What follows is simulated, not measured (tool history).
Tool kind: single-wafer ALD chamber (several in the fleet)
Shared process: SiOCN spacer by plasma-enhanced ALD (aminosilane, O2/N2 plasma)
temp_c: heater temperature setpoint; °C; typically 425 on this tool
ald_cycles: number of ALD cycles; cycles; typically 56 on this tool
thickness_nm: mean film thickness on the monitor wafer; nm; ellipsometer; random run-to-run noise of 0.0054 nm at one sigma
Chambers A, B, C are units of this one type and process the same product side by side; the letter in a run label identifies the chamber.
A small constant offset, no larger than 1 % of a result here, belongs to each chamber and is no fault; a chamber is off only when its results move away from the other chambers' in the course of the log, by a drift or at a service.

run   hour  temp_c  ald_cycles  read-back reference wafer on the same gauge, thickness_nm  thickness_nm
 1C    9.6     425          56                                                     3.0199        3.1497
 2B   16.2     425          56                                                     3.0193        3.1249
 3A   24.1     425          56                                                     3.0179        3.1385
 4A   33.6     425          56                                                     3.0184        3.1455
 5B   48.6     425          56                                                     3.0169         3.119
 6C   60.2     425          56                                                     3.0148        3.1374
 7B   67.7     425          56                                                     3.0155        3.1135
 8A   76.2     439          65                                                      3.015        3.4731
 9C   89.3     439          65                                                     3.0125        3.4773
10A  103.8     439          65                                                     3.0109        3.4734
11B  114.2     425          56                                                     3.0115        3.1152
12C  123.1     433          56                                                     3.0102        3.0487
13A  137.1     433          56                                                      3.009        3.0471
14B  146.3     433          56                                                     3.0079        3.0392
15C  152.9     425          56                                                     3.0063        3.1309
16C  166.6     425          56                                                     3.0074        3.1283
17A  177.6     425          56                                                     3.0074        3.1334
18B  187.7     425          56                                                     3.0061        3.1181
19B  197.1     425          56                                                      3.005         3.114
20A  208.4     425          56                                                     3.0039        3.1265
21C  215.1     425          60                                                     3.0043         3.346
22C  230.3     425          60                                                     3.0029         3.344
23B  238.1     425          60                                                      3.002        3.3341
24A  246.9     417          56                                                     3.0019        3.1933
25B  257.4     417          56                                                     3.0017        3.1875
26C  270.1     417          56                                                     2.9988        3.2083
27A  276.7     425          56                                                     3.0006         3.123

Is one chamber out of step, is the gauge drifting, or do the chambers differ by no more than their own small offsets? For an off chamber, give its letter and the likeliest cause.

The shared gauge is drifting. All chambers look as if they move in step, but none is off.
What lies behind it: gauge reads low (%) = 0.719.
